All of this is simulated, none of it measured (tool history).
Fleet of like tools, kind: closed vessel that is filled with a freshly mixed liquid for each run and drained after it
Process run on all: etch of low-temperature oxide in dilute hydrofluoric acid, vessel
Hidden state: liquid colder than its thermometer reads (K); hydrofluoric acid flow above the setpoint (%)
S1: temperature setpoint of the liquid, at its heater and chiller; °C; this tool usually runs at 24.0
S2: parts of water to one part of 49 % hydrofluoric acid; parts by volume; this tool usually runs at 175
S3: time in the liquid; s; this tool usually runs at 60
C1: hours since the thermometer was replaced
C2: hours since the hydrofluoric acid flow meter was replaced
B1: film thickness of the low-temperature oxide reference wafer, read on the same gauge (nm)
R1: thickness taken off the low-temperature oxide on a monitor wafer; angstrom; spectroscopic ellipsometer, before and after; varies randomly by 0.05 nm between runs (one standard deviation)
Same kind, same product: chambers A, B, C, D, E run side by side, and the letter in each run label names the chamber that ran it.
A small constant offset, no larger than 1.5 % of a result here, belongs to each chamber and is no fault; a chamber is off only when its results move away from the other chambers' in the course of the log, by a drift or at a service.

At day 0.121: chamber C: hydrofluoric acid flow meter replaced.
Run 1A, day 0.150: usual settings; C1 1383.8; C2 1116.5; B1 119.99. Result: R1 88.396 angstrom.
Run 2D, day 0.283: usual settings; C1 586.8; C2 48.7; B1 120.00. Result: R1 88.422 angstrom.
Run 3B, day 0.392: usual settings; C1 624.4; C2 269.9; B1 119.99. Result: R1 89.555 angstrom.
Run 4C, day 0.558: usual settings; C1 1658.3; C2 10.6; B1 120.02. Result: R1 88.525 angstrom.
Run 5E, day 0.675: usual settings but S1 27.0 °C; C1 565.1; C2 221.9; B1 120.00. Result: R1 99.118 angstrom.
Run 6E, day 0.817: usual settings but S1 27.0 °C; C1 568.5; C2 225.3; B1 120.03. Result: R1 99.375 angstrom.
Run 7B, day 0.967: usual settings but S1 27.0 °C; C1 638.2; C2 283.7; B1 119.98. Result: R1 98.572 angstrom.
Run 8D, day 1.142: usual settings but S1 27.0 °C; C1 607.4; C2 69.3; B1 119.99. Result: R1 96.970 angstrom.
Run 9C, day 1.300: usual settings but S1 27.0 °C; C1 1676.1; C2 28.4; B1 120.01. Result: R1 98.884 angstrom.
Run 10A, day 1.388: usual settings; C1 1413.5; C2 1146.2; B1 120.00. Result: R1 87.577 angstrom.
Run 11B, day 1.533: usual settings; C1 651.8; C2 297.3; B1 120.02. Result: R1 88.742 angstrom.
Run 12E, day 1.629: usual settings; C1 588.0; C2 244.8; B1 120.00. Result: R1 89.270 angstrom.
Run 13C, day 1.775: usual settings; C1 1687.5; C2 39.8; B1 119.99. Result: R1 88.202 angstrom.
Run 14D, day 1.908: usual settings; C1 625.8; C2 87.7; B1 120.00. Result: R1 88.727 angstrom.
Run 15A, day 2.075: usual settings; C1 1430.0; C2 1162.7; B1 120.00. Result: R1 88.439 angstrom.
Run 16D, day 2.221: usual settings; C1 633.3; C2 95.2; B1 119.99. Result: R1 87.478 angstrom.
Run 17C, day 2.404: usual settings; C1 1702.6; C2 54.9; B1 120.03. Result: R1 87.576 angstrom.
Run 18E, day 2.542: usual settings; C1 609.9; C2 266.7; B1 120.00. Result: R1 89.890 angstrom.
Run 19A, day 2.629: usual settings; C1 1443.3; C2 1176.0; B1 119.98. Result: R1 88.998 angstrom.
Run 20B, day 2.708: usual settings; C1 680.0; C2 325.5; B1 119.99. Result: R1 87.180 angstrom.
Run 21B, day 2.858: usual settings; C1 683.6; C2 329.1; B1 119.97. Result: R1 88.474 angstrom.
Run 22C, day 2.954: usual settings; C1 1715.8; C2 68.1; B1 120.03. Result: R1 89.246 angstrom.
Run 23D, day 3.046: usual settings; C1 653.1; C2 115.0; B1 120.00. Result: R1 88.482 angstrom.
Run 24A, day 3.171: usual settings; C1 1456.3; C2 1189.0; B1 119.99. Result: R1 87.900 angstrom.
Run 25E, day 3.333: usual settings; C1 628.9; C2 285.7; B1 120.00. Result: R1 89.160 angstrom.
Run 26A, day 3.517: usual settings; C1 1464.6; C2 1197.3; B1 120.02. Result: R1 88.786 angstrom.
Run 27E, day 3.608: usual settings; C1 635.5; C2 292.3; B1 120.00. Result: R1 89.910 angstrom.
Run 28D, day 3.767: usual settings; C1 670.4; C2 132.3; B1 119.99. Result: R1 88.014 angstrom.
Run 29C, day 3.867: usual settings; C1 1737.7; C2 90.0; B1 119.99. Result: R1 88.654 angstrom.
Run 30B, day 3.971: usual settings; C1 710.3; C2 355.8; B1 119.99. Result: R1 88.547 angstrom.
Run 31B, day 4.075: usual settings; C1 712.8; C2 358.3; B1 120.02. Result: R1 88.724 angstrom.
Run 32E, day 4.188: usual settings; C1 649.4; C2 306.2; B1 119.95. Result: R1 89.212 angstrom.
Run 33D, day 4.271: usual settings; C1 682.5; C2 144.4; B1 120.00. Result: R1 87.268 angstrom.
Run 34C, day 4.396: usual settings; C1 1750.4; C2 102.7; B1 120.00. Result: R1 88.051 angstrom.
At day 4.458: chamber B: thermometer replaced.
Run 35A, day 4.542: usual settings but S1 28.0 °C, S2 130 parts by volume; C1 1489.2; C2 1221.9; B1 119.98. Result: R1 144.240 angstrom.
Run 36C, day 4.671: usual settings but S1 28.0 °C, S2 130 parts by volume; C1 1757.0; C2 109.3; B1 120.01. Result: R1 143.180 angstrom.
Run 37E, day 4.788: usual settings but S1 28.0 °C, S2 130 parts by volume; C1 663.8; C2 320.6; B1 119.97. Result: R1 146.110 angstrom.
Run 38B, day 4.929: usual settings but S1 28.0 °C, S2 130 parts by volume; C1 11.3; C2 378.8; B1 120.01. Result: R1 146.480 angstrom.
Run 39A, day 5.058: usual settings but S1 28.0 °C, S2 130 parts by volume; C1 1501.6; C2 1234.3; B1 120.02. Result: R1 143.250 angstrom.
Run 40D, day 5.171: usual settings; C1 704.1; C2 166.0; B1 120.02. Result: R1 87.702 angstrom.
At day 5.229: chamber A: hydrofluoric acid flow meter replaced.
Run 41A, day 5.279: usual settings but S1 27.5 °C, S3 85 s; C1 1506.9; C2 1.2; B1 119.98. Result: R1 140.120 angstrom.
Run 42D, day 5.396: usual settings but S1 27.5 °C, S3 85 s; C1 709.5; C2 171.4; B1 120.00. Result: R1 143.270 angstrom.
Run 43B, day 5.554: usual settings but S1 27.5 °C, S3 85 s; C1 26.3; C2 393.8; B1 119.99. Result: R1 143.970 angstrom.

All chambers now run identical settings, listed one chamber a line with results as question marks. What results will each chamber show?
Run 44A, day 5.683: usual settings but S2 260 parts by volume. Result: R1 ?.
Run 44B, day 5.683: usual settings but S2 260 parts by volume. Result: R1 ?.
Run 44C, day 5.683: usual settings but S2 260 parts by volume. Result: R1 ?.
Run 44D, day 5.683: usual settings but S2 260 parts by volume. Result: R1 ?.
Run 44E, day 5.683: usual settings but S2 260 parts by volume. Result: R1 ?.

run      R1
44A  54.113
44B  55.489
44C  54.515
44D  53.505
44E  55.304

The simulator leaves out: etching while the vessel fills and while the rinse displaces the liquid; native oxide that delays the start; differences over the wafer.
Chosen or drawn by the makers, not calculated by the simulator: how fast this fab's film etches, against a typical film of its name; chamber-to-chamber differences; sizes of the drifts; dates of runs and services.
